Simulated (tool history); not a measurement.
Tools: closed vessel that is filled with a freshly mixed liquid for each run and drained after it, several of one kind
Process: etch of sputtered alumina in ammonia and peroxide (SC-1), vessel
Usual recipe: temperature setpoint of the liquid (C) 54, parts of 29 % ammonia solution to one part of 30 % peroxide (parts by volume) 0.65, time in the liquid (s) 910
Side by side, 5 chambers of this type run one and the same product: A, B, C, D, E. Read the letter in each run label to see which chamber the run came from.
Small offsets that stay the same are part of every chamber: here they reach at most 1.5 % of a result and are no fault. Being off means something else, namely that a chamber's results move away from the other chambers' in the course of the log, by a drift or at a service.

run,hour,temperature setpoint of the liquid (C),parts of 29 % ammonia solution to one part of 30 % peroxide (parts by volume),time in the liquid (s),hours since the thermometer was replaced,hours since the ammonia flow meter was replaced,hours since the drum of ammonia solution was connected,"read-back film thickness of the sputtered alumina reference wafer, read on the same gauge (nm)",thickness taken off the sputtered alumina on a monitor wafer (nm)
1C,11.2,54,0.65,910,1756.2,761.5,350.7,70.004,37.988
2B,22.2,54,0.65,910,566.5,149.7,39.3,70.010,37.994
3A,27.4,54,0.65,910,36.9,444.5,44.6,69.995,38.246
4D,32.4,54,0.65,910,278.5,796.3,602.0,69.990,38.294
# hour 36.1: chamber C: ammonia flow meter replaced
5E,38.6,54,0.65,910,1526.5,162.5,205.3,70.004,38.985
6B,47.3,54,0.65,910,591.6,174.8,64.4,70.022,38.791
7A,58.4,54,0.90,1335,67.9,475.5,75.6,69.972,57.791
8C,68.7,54,0.90,1335,1813.7,32.7,408.2,70.016,57.074
9D,77.9,54,0.90,1335,324.0,841.8,647.5,69.991,57.961
10E,83.3,54,0.90,1335,1571.2,207.2,250.0,69.983,58.621
11A,93.5,54,0.90,1335,103.0,510.6,110.7,69.992,56.927
12D,100.7,54,0.65,550,346.8,864.6,670.3,70.005,23.016
13C,109.8,54,0.65,550,1854.8,73.8,449.3,69.993,22.787
14E,119.7,54,0.65,550,1607.6,243.6,286.4,70.006,23.815
15B,130.9,54,0.65,550,675.2,258.4,148.0,69.999,23.067
16E,139.7,54,0.65,550,1627.6,263.6,306.4,69.991,23.797
17A,145.9,54,0.65,910,155.4,563.0,163.1,69.999,38.417
# hour 146.4: chamber C: new drum of ammonia solution connected
18B,157.3,54,0.65,910,701.6,284.8,174.4,69.998,38.188
19D,167.8,54,0.65,910,413.9,931.7,737.4,70.019,38.160
# hour 171.6: chamber B: thermometer replaced
20C,175.9,54,0.65,910,1920.9,139.9,29.5,70.013,37.680
21D,184.0,49,0.65,535,430.1,947.9,753.6,70.005,17.026
22E,193.4,49,0.65,535,1681.3,317.3,360.1,69.991,18.014
23A,202.0,49,0.65,535,211.5,619.1,219.2,69.998,17.168
# hour 203.3: chamber B: new drum of ammonia solution connected
24B,207.1,49,0.65,535,35.6,334.6,3.8,70.007,17.122
25C,214.4,49,0.65,535,1959.4,178.4,68.0,69.982,17.007
26A,223.9,54,0.65,910,233.4,641.0,241.1,69.987,37.685
27C,232.7,54,0.65,910,1977.7,196.7,86.3,69.994,37.921
28E,241.1,54,0.65,910,1729.0,365.0,407.8,69.998,40.945
29B,249.2,54,0.65,550,77.7,376.7,45.9,69.969,23.342
30D,258.5,54,0.65,550,504.6,1022.4,828.1,70.002,22.994
31B,263.6,54,0.65,550,92.1,391.1,60.3,70.003,23.437
32E,270.8,54,0.65,550,1758.7,394.7,437.5,70.005,25.250
33C,282.2,54,0.65,550,2027.2,246.2,135.8,69.989,23.236
34A,293.5,54,0.65,910,303.0,710.6,310.7,69.973,38.232

Predict what each chamber gives when all 5 of them run the settings below next.
35A,301.7,54,0.65,910,,,,,?
35B,301.7,54,0.65,910,,,,,?
35C,301.7,54,0.65,910,,,,,?
35D,301.7,54,0.65,910,,,,,?
35E,301.7,54,0.65,910,,,,,?

run,thickness taken off the sputtered alumina on a monitor wafer (nm)
35A,38.188
35B,38.303
35C,38.186
35D,38.632
35E,42.041
